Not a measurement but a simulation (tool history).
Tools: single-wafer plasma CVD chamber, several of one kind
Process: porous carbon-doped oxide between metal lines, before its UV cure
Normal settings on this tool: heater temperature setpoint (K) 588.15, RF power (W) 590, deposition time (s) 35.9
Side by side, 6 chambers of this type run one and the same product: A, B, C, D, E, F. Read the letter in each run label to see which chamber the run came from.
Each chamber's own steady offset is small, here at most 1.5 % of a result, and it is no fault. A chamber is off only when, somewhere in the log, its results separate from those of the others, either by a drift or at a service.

run,day,heater temperature setpoint (K),RF power (W),deposition time (s),"read-back reference wafer on the same gauge, thickness_nm",mean film thickness on the monitor wafer (angstrom)
1A,0.108,588.15,590,35.9,170.00,1959.8
2D,0.308,588.15,590,35.9,169.92,1994.7
3E,0.450,588.15,590,35.9,169.83,1965.5
4C,0.629,588.15,590,35.9,169.92,1989.3
5F,0.842,588.15,590,35.9,170.03,1972.4
6B,1.021,588.15,590,35.9,170.19,1995.0
7C,1.179,588.15,590,35.9,169.92,1977.8
8D,1.388,588.15,590,30.0,170.21,1674.1
9A,1.571,588.15,590,30.0,169.90,1643.1
10E,1.696,588.15,590,30.0,169.91,1652.9
11F,1.883,588.15,590,30.0,170.02,1664.8
12B,2.067,588.15,590,30.0,169.95,1665.1
13A,2.275,588.15,590,30.0,169.95,1631.6
14B,2.454,588.15,590,35.9,170.00,1992.0
15F,2.588,588.15,590,35.9,170.03,1953.0
16C,2.721,588.15,590,35.9,169.95,1980.6
17D,2.871,588.15,590,35.9,170.16,1985.9
18E,3.054,588.15,590,35.9,169.92,1959.5
19E,3.262,577.15,590,35.9,170.15,2082.2
20D,3.446,577.15,590,35.9,169.96,2083.4
21B,3.617,577.15,590,35.9,169.94,2109.9
22A,3.833,577.15,590,35.9,170.13,2072.5
23C,3.988,577.15,590,35.9,169.80,2089.6
24F,4.192,577.15,590,35.9,169.98,2091.8
25F,4.392,588.15,590,35.9,170.00,1968.8
26B,4.579,598.15,590,31.4,169.99,1666.9
27E,4.754,598.15,590,31.4,170.10,1652.6
28D,4.925,598.15,590,31.4,170.03,1613.4
29C,5.046,598.15,590,31.4,170.03,1653.0
30A,5.142,598.15,590,31.4,169.83,1632.0
31A,5.250,598.15,590,31.4,170.04,1641.8
32E,5.417,594.15,590,35.9,170.05,1925.3
33C,5.567,594.15,590,35.9,170.10,1930.0
34B,5.771,594.15,590,35.9,170.06,1939.9
35F,5.892,594.15,590,35.9,170.01,1910.1
36D,6.075,594.15,590,35.9,170.06,1854.9
37E,6.246,594.15,590,35.9,170.00,1910.5
38B,6.383,588.15,590,35.9,170.09,1996.7
39F,6.554,588.15,590,35.9,170.08,1970.7
40D,6.767,588.15,590,35.9,170.16,1877.7
41A,6.962,588.15,590,35.9,170.16,1961.6
42C,7.179,588.15,590,35.9,169.96,1971.8
43C,7.375,588.15,590,35.9,169.89,1977.3
44B,7.583,588.15,590,35.9,169.94,1985.8

All chambers now run identical settings, listed one chamber a line with results as question marks. What results will each chamber show?
45A,7.746,588.15,590,35.9,,?
45B,7.746,588.15,590,35.9,,?
45C,7.746,588.15,590,35.9,,?
45D,7.746,588.15,590,35.9,,?
45E,7.746,588.15,590,35.9,,?
45F,7.746,588.15,590,35.9,,?

run,mean film thickness on the monitor wafer (angstrom)
45A,1949.4
45B,2002.1
45C,1958.5
45D,1878.5
45E,1968.7
45F,1971.9
